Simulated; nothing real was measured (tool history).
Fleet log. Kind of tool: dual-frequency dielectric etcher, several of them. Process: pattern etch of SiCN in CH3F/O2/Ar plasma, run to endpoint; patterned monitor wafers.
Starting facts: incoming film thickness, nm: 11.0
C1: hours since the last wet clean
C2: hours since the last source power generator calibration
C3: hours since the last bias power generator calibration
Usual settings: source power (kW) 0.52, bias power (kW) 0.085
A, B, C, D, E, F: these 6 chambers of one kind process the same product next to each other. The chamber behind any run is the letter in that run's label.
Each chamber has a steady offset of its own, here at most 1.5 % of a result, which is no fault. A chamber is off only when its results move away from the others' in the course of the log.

Run 1B, hour 3.9: usual settings; C1 202.7; C2 1517.3; C3 3416.8. Result: endpoint time (s) 25.11.
Run 2A, hour 8.5: usual settings; C1 287.4; C2 4090.9; C3 2511.3. Result: endpoint time (s) 25.013.
Run 3D, hour 15.4: usual settings; C1 235.2; C2 1287.8; C3 1059.4. Result: endpoint time (s) 25.37.
Run 4F, hour 22.9: usual settings; C1 445.9; C2 700; C3 1251.6. Result: endpoint time (s) 25.227.
At hour 26: chamber F: wet clean of the chamber.
Run 5E, hour 30.7: usual settings; C1 122.9; C2 2775.6; C3 2198.3. Result: endpoint time (s) 25.181.
Run 6C, hour 34.7: usual settings; C1 293.9; C2 662.5; C3 2953.6. Result: endpoint time (s) 25.268.
Run 7A, hour 40.2: usual settings; C1 319.1; C2 4122.6; C3 2543. Result: endpoint time (s) 25.136.
Run 8E, hour 44.7: usual settings; C1 136.9; C2 2789.6; C3 2212.3. Result: endpoint time (s) 25.273.
Run 9D, hour 50.1: usual settings; C1 269.9; C2 1322.5; C3 1094.1. Result: endpoint time (s) 25.229.
Run 10F, hour 56.3: usual settings; C1 30.3; C2 733.4; C3 1285. Result: endpoint time (s) 25.174.
Run 11C, hour 60.3: usual settings; C1 319.5; C2 688.1; C3 2979.2. Result: endpoint time (s) 25.055.
Run 12B, hour 65.3: usual settings; C1 264.1; C2 1578.7; C3 3478.2. Result: endpoint time (s) 25.111.
Run 13D, hour 70.3: usual settings; C1 290.1; C2 1342.7; C3 1114.3. Result: endpoint time (s) 25.283.
Run 14F, hour 78.2: usual settings; C1 52.2; C2 755.3; C3 1306.9. Result: endpoint time (s) 25.122.
Run 15B, hour 82.9: usual settings; C1 281.7; C2 1596.3; C3 3495.8. Result: endpoint time (s) 25.138.
Run 16C, hour 87.1: usual settings; C1 346.3; C2 714.9; C3 3006. Result: endpoint time (s) 24.953.
Run 17A, hour 91: usual settings but source power (kW) 0.58, bias power (kW) 0.069; C1 369.9; C2 4173.4; C3 2593.8. Result: endpoint time (s) 25.839.
Run 18E, hour 96.1: usual settings but source power (kW) 0.58, bias power (kW) 0.069; C1 188.3; C2 2841; C3 2263.7. Result: endpoint time (s) 25.796.
Run 19B, hour 103.4: usual settings but source power (kW) 0.58, bias power (kW) 0.069; C1 302.2; C2 1616.8; C3 3516.3. Result: endpoint time (s) 25.869.
Run 20D, hour 110.6: usual settings but source power (kW) 0.58, bias power (kW) 0.069; C1 330.4; C2 1383; C3 1154.6. Result: endpoint time (s) 26.143.
At hour 113: chamber E: source power generator calibrated.
Run 21E, hour 118.3: usual settings but source power (kW) 0.58, bias power (kW) 0.069; C1 210.5; C2 5.3; C3 2285.9. Result: endpoint time (s) 25.553.
Run 22F, hour 121.8: usual settings but source power (kW) 0.58, bias power (kW) 0.069; C1 95.8; C2 798.9; C3 1350.5. Result: endpoint time (s) 26.04.
Run 23A, hour 126: usual settings; C1 404.9; C2 4208.4; C3 2628.8. Result: endpoint time (s) 24.895.
Run 24C, hour 133.3: usual settings; C1 392.5; C2 761.1; C3 3052.2. Result: endpoint time (s) 24.944.
Run 25D, hour 139.6: usual settings; C1 359.4; C2 1412; C3 1183.6. Result: endpoint time (s) 25.349.
Run 26F, hour 146.6: usual settings; C1 120.6; C2 823.7; C3 1375.3. Result: endpoint time (s) 25.17.
Run 27E, hour 152.5: usual settings; C1 244.7; C2 39.5; C3 2320.1. Result: endpoint time (s) 24.707.
Run 28A, hour 158.4: usual settings; C1 437.3; C2 4240.8; C3 2661.2. Result: endpoint time (s) 24.893.
Run 29B, hour 163.2: usual settings; C1 362; C2 1676.6; C3 3576.1. Result: endpoint time (s) 25.048.
Run 30C, hour 170.1: usual settings but source power (kW) 0.4, bias power (kW) 0.095; C1 429.3; C2 797.9; C3 3089. Result: endpoint time (s) 26.614.
Run 31F, hour 174: usual settings but source power (kW) 0.4, bias power (kW) 0.095; C1 148; C2 851.1; C3 1402.7. Result: endpoint time (s) 26.437.
Run 32B, hour 179.7: usual settings but source power (kW) 0.4, bias power (kW) 0.095; C1 378.5; C2 1693.1; C3 3592.6. Result: endpoint time (s) 26.577.
Run 33D, hour 185.7: usual settings but source power (kW) 0.4, bias power (kW) 0.095; C1 405.5; C2 1458.1; C3 1229.7. Result: endpoint time (s) 26.836.
Run 34A, hour 191.8: usual settings but source power (kW) 0.4, bias power (kW) 0.095; C1 470.7; C2 4274.2; C3 2694.6. Result: endpoint time (s) 26.363.
Run 35E, hour 197.1: usual settings but source power (kW) 0.4, bias power (kW) 0.095; C1 289.3; C2 84.1; C3 2364.7. Result: endpoint time (s) 26.025.
At hour 202.6: chamber D: wet clean of the chamber.
Run 36C, hour 204.1: usual settings; C1 463.3; C2 831.9; C3 3123. Result: endpoint time (s) 25.088.
Run 37D, hour 207.6: usual settings; C1 5; C2 1480; C3 1251.6. Result: endpoint time (s) 25.422.
Run 38A, hour 211.7: usual settings; C1 490.6; C2 4294.1; C3 2714.5. Result: endpoint time (s) 25.144.
Run 39F, hour 216.4: usual settings; C1 190.4; C2 893.5; C3 1445.1. Result: endpoint time (s) 25.132.
Run 40E, hour 222.7: usual settings; C1 314.9; C2 109.7; C3 2390.3. Result: endpoint time (s) 24.383.
Run 41B, hour 226.2: usual settings; C1 425; C2 1739.6; C3 3639.1. Result: endpoint time (s) 25.043.

Each of the 6 chambers runs these same settings next. Fill in every chamber's results:
Run 42A, hour 231.9: usual settings but source power (kW) 0.56. Result: endpoint time (s) ?.
Run 42B, hour 231.9: usual settings but source power (kW) 0.56. Result: endpoint time (s) ?.
Run 42C, hour 231.9: usual settings but source power (kW) 0.56. Result: endpoint time (s) ?.
Run 42D, hour 231.9: usual settings but source power (kW) 0.56. Result: endpoint time (s) ?.
Run 42E, hour 231.9: usual settings but source power (kW) 0.56. Result: endpoint time (s) ?.
Run 42F, hour 231.9: usual settings but source power (kW) 0.56. Result: endpoint time (s) ?.

run  endpoint time (s)
42A             24.464
42B             24.469
42C             24.303
42D             24.491
42E             23.596
42F             24.441
